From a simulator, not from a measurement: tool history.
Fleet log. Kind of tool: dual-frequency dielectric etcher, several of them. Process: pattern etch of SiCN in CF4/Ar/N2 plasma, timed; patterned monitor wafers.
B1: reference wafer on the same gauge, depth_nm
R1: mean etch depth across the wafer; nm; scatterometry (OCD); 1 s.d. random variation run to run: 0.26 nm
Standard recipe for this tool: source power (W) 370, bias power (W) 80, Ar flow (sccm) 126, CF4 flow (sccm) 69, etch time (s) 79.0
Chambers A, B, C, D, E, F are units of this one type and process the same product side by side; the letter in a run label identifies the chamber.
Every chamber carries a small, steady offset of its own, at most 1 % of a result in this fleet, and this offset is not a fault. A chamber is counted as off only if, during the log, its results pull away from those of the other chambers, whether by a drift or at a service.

Run 1F, hour 4.1: usual settings; B1 60.434. Result: R1 56.819 nm.
At hour 5.8: chamber E: wet clean of the chamber.
Run 2E, hour 7.8: usual settings; B1 60.421. Result: R1 56.763 nm.
Run 3C, hour 10.9: usual settings; B1 60.413. Result: R1 56.990 nm.
Run 4B, hour 13.0: usual settings; B1 60.303. Result: R1 57.790 nm.
Run 5A, hour 15.7: usual settings; B1 60.446. Result: R1 56.858 nm.
Run 6D, hour 17.7: usual settings; B1 60.414. Result: R1 56.664 nm.
Run 7A, hour 21.0: usual settings; B1 60.390. Result: R1 57.104 nm.
Run 8E, hour 25.3: usual settings; B1 60.454. Result: R1 56.913 nm.
Run 9C, hour 29.3: usual settings; B1 60.397. Result: R1 56.903 nm.
Run 10D, hour 34.0: usual settings; B1 60.363. Result: R1 56.767 nm.
Run 11B, hour 36.1: usual settings; B1 60.430. Result: R1 57.321 nm.
Run 12F, hour 40.1: usual settings; B1 60.318. Result: R1 56.994 nm.
Run 13F, hour 43.0: usual settings but CF4 flow (sccm) 62; B1 60.378. Result: R1 56.267 nm.
Run 14D, hour 46.3: usual settings but CF4 flow (sccm) 62; B1 60.408. Result: R1 55.944 nm.
At hour 48.3: chamber D: bias power generator calibrated.
Run 15B, hour 51.0: usual settings but CF4 flow (sccm) 62; B1 60.401. Result: R1 56.836 nm.
Run 16A, hour 55.5: usual settings but CF4 flow (sccm) 62; B1 60.456. Result: R1 55.688 nm.
Run 17C, hour 58.8: usual settings but CF4 flow (sccm) 62; B1 60.346. Result: R1 56.219 nm.
Run 18E, hour 62.9: usual settings but CF4 flow (sccm) 62; B1 60.430. Result: R1 55.801 nm.
Run 19F, hour 66.1: usual settings but bias power (W) 73; B1 60.426. Result: R1 55.617 nm.
Run 20B, hour 68.6: usual settings but bias power (W) 73; B1 60.337. Result: R1 55.694 nm.
Run 21A, hour 70.8: usual settings but bias power (W) 73; B1 60.293. Result: R1 54.892 nm.
Run 22C, hour 75.1: usual settings but bias power (W) 73; B1 60.442. Result: R1 54.628 nm.
Run 23E, hour 77.8: usual settings but bias power (W) 73; B1 60.467. Result: R1 55.241 nm.
At hour 78.1: chamber B: CF4 flow controller replaced.
Run 24D, hour 81.9: usual settings but bias power (W) 73; B1 60.352. Result: R1 53.998 nm.
Run 25F, hour 86.4: usual settings; B1 60.419. Result: R1 57.234 nm.
Run 26E, hour 89.6: usual settings but etch time (s) 89.5; B1 60.493. Result: R1 64.952 nm.
At hour 93.2: chamber C: CF4 flow controller replaced.
Run 27B, hour 94.3: usual settings but etch time (s) 89.5; B1 60.427. Result: R1 65.003 nm.
Run 28C, hour 97.2: usual settings but etch time (s) 89.5; B1 60.401. Result: R1 64.433 nm.
Run 29D, hour 101.4: usual settings but etch time (s) 89.5; B1 60.429. Result: R1 62.704 nm.
Run 30A, hour 104.0: usual settings but etch time (s) 89.5; B1 60.389. Result: R1 64.378 nm.
Run 31B, hour 106.8: usual settings but etch time (s) 89.5; B1 60.353. Result: R1 65.257 nm.
Run 32C, hour 109.4: usual settings but Ar flow (sccm) 140; B1 60.381. Result: R1 56.141 nm.
Run 33F, hour 112.3: usual settings but Ar flow (sccm) 140; B1 60.444. Result: R1 56.230 nm.
Run 34E, hour 116.8: usual settings but Ar flow (sccm) 140; B1 60.397. Result: R1 56.564 nm.
Run 35A, hour 119.6: usual settings but Ar flow (sccm) 140; B1 60.446. Result: R1 55.724 nm.
Run 36D, hour 124.3: usual settings but Ar flow (sccm) 140; B1 60.426. Result: R1 53.971 nm.
Run 37B, hour 128.7: usual settings but Ar flow (sccm) 140; B1 60.473. Result: R1 56.811 nm.
Run 38E, hour 131.8: usual settings; B1 60.393. Result: R1 57.043 nm.

Read the log: is a single chamber off, either drifting away or since a service, is the gauge that measures every chamber drifting, or is nothing wrong beyond small per-chamber offsets? Name any odd chamber and what most likely caused it.

It is chamber D that slowly wanders off from its peers.
Likeliest cause: etch rate under this chamber's usual, % = 4.88.
It could be hard to tell apart here from: source power that arrives under what is set, %.

Which of the 4 candidates below, each the usual settings with something changed and its results left as question marks, puts chamber D back in line with what the other chambers give on the usual settings?
A result is in line if it is within this distance of the other chambers' mean on the usual settings: R1 0.900 nm
Run 39D-1, hour 135.2: usual settings but source power (W) 360, bias power (W) 79, etch time (s) 77.0. Result: R1 ?.
Run 39D-2, hour 135.2: usual settings but bias power (W) 90, Ar flow (sccm) 119. Result: R1 ?.
Run 39D-3, hour 135.2: usual settings but source power (W) 380, bias power (W) 81, Ar flow (sccm) 125. Result: R1 ?.
Run 39D-4, hour 135.2: usual settings but Ar flow (sccm) 146. Result: R1 ?.

Average result of the remaining chambers running the usual settings: R1 57.175 nm
  run      R1
39D-1  51.294
39D-2  57.024
39D-3  55.742
39D-4  52.966
The right change is 39D-2: it brings the chamber back within the allowed miss of the others.

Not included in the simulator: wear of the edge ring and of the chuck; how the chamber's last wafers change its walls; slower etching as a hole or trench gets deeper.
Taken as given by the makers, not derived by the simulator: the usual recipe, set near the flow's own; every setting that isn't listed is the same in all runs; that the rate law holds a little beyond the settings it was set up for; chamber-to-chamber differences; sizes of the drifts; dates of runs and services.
